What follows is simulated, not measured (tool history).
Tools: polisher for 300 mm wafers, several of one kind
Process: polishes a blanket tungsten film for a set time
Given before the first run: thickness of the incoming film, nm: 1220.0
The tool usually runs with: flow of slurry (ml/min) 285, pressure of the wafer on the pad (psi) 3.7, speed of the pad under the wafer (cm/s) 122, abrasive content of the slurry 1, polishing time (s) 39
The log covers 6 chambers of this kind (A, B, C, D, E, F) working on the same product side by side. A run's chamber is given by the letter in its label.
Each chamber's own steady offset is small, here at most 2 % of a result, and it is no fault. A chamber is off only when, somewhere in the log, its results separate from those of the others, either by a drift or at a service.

run   hour  flow of slurry (ml/min)  pressure of the wafer on the pad (psi)  speed of the pad under the wafer (cm/s)  abrasive content of the slurry  polishing time (s)  film removed (nm)
       3.1  -- chamber A: slurry tank refilled with fresh slurry and peroxide
 1D    3.4                      285                                     3.7                                      122                               1                  39             237.79
 2F    8.9                      285                                     3.7                                      122                               1                  39             239.34
      10.9  -- chamber A: worn pad replaced by a new one
 3A     13                      285                                     3.7                                      122                               1                  39              241.1
      16.6  -- chamber F: worn pad replaced by a new one
 4C   18.9                      285                                     3.7                                      122                               1                  39              232.7
 5B   24.1                      240                                     2.9                                      122                               1                  39             182.14
      24.9  -- chamber B: worn pad replaced by a new one
 6E   30.5                      240                                     2.9                                      122                               1                  39             182.83
 7D   36.9                      240                                     2.9                                      122                               1                  39              183.8
 8A   41.3                      240                                     2.9                                      122                               1                  39             181.62
 9B   46.2                      240                                     2.9                                      122                               1                  39             179.46
      47.2  -- chamber C: worn pad replaced by a new one
10C   51.1                      240                                     2.9                                      122                               1                  39             183.36
        55  -- chamber D: worn pad replaced by a new one
        56  -- chamber B: slurry tank refilled with fresh slurry and peroxide
11E   56.1                      285                                     3.7                                      122                               1                  39             236.95
      60.6  -- chamber A: worn pad replaced by a new one
12F   62.4                      285                                     3.7                                      122                               1                  39             233.73
13B   66.1                      285                                     3.7                                      122                               1                  39             230.54
      66.3  -- chamber F: slurry tank refilled with fresh slurry and peroxide
14F   72.3                      230                                     3.7                                      122                               1                  52             309.45
      73.9  -- chamber C: head pressure recalibrated
      76.2  -- chamber C: slurry tank refilled with fresh slurry and peroxide
15D   77.5                      230                                     3.7                                      122                               1                  52              312.4
        79  -- chamber E: worn pad replaced by a new one
      79.1  -- chamber E: slurry tank refilled with fresh slurry and peroxide
        81  -- chamber A: slurry tank refilled with fresh slurry and peroxide
16A   83.8                      230                                     3.7                                      122                               1                  52              310.4
17E   88.3                      230                                     3.7                                      122                               1                  52             310.89
      90.8  -- chamber F: worn pad replaced by a new one
18C   91.7                      230                                     3.7                                      122                               1                  52             308.55
      95.1  -- chamber B: worn pad replaced by a new one
19D   95.5                      230                                     3.7                                      122                               1                  52             311.48
      97.2  -- chamber C: slurry nozzle cleaned
20A  100.5                      285                                     3.7                                      122                               1                  39             241.73
       103  -- chamber C: worn pad replaced by a new one
21B  105.3                      285                                     3.7                                      122                               1                  39             233.67
     106.2  -- chamber E: slurry nozzle cleaned
22C  109.2                      285                                     3.7                                      122                               1                  39             236.76
23E  112.8                      285                                     3.7                                      122                               1                  39             240.15
     114.4  -- chamber E: slurry blender recalibrated
24F  119.5                      285                                     3.7                                      122                               1                  39             238.49
     119.9  -- chamber A: worn pad replaced by a new one
     126.1  -- chamber D: worn pad replaced by a new one
25C  126.1                      285                                     3.7                                      122                               1                  39              232.8
26F  132.1                      285                                     3.7                                      122                               1                  39              240.5
     135.4  -- chamber D: slurry nozzle cleaned
27A  136.8                      285                                     3.7                                      122                               1                  39             238.15
28E  141.4                      285                                     3.7                                      122                               1                  39             238.43
29D    146                      285                                     3.7                                      122                               1                  39             237.33
     146.9  -- chamber B: slurry blender recalibrated
30B  149.8                      285                                     3.7                                      122                               1                  39              239.5
31F  154.1                      285                                     3.7                                      122                            1.25                  39             248.83
     154.6  -- chamber B: slurry tank refilled with fresh slurry and peroxide
     156.3  -- chamber E: worn pad replaced by a new one
     156.5  -- chamber C: worn pad replaced by a new one
32B  159.4                      285                                     3.7                                      122                            1.25                  39             243.06
33D  164.1                      285                                     3.7                                      122                            1.25                  39             252.83
34E  168.6                      285                                     3.7                                      122                            1.25                  39             255.85
     169.4  -- chamber A: worn pad replaced by a new one
       170  -- chamber A: slurry tank refilled with fresh slurry and peroxide
35C  172.6                      285                                     3.7                                      122                            1.25                  39             246.53
36A    178                      285                                     3.7                                      122                            1.25                  39             251.21

Predict what each chamber gives when all 6 of them run the settings below next.
37A  182.9                      200                                     3.7                                      122                               1                  39                  ?
37B  182.9                      200                                     3.7                                      122                               1                  39                  ?
37C  182.9                      200                                     3.7                                      122                               1                  39                  ?
37D  182.9                      200                                     3.7                                      122                               1                  39                  ?
37E  182.9                      200                                     3.7                                      122                               1                  39                  ?
37F  182.9                      200                                     3.7                                      122                               1                  39                  ?

run  film removed (nm)
37A             227.56
37B             225.38
37C             231.97
37D              231.7
37E             228.08
37F             225.62

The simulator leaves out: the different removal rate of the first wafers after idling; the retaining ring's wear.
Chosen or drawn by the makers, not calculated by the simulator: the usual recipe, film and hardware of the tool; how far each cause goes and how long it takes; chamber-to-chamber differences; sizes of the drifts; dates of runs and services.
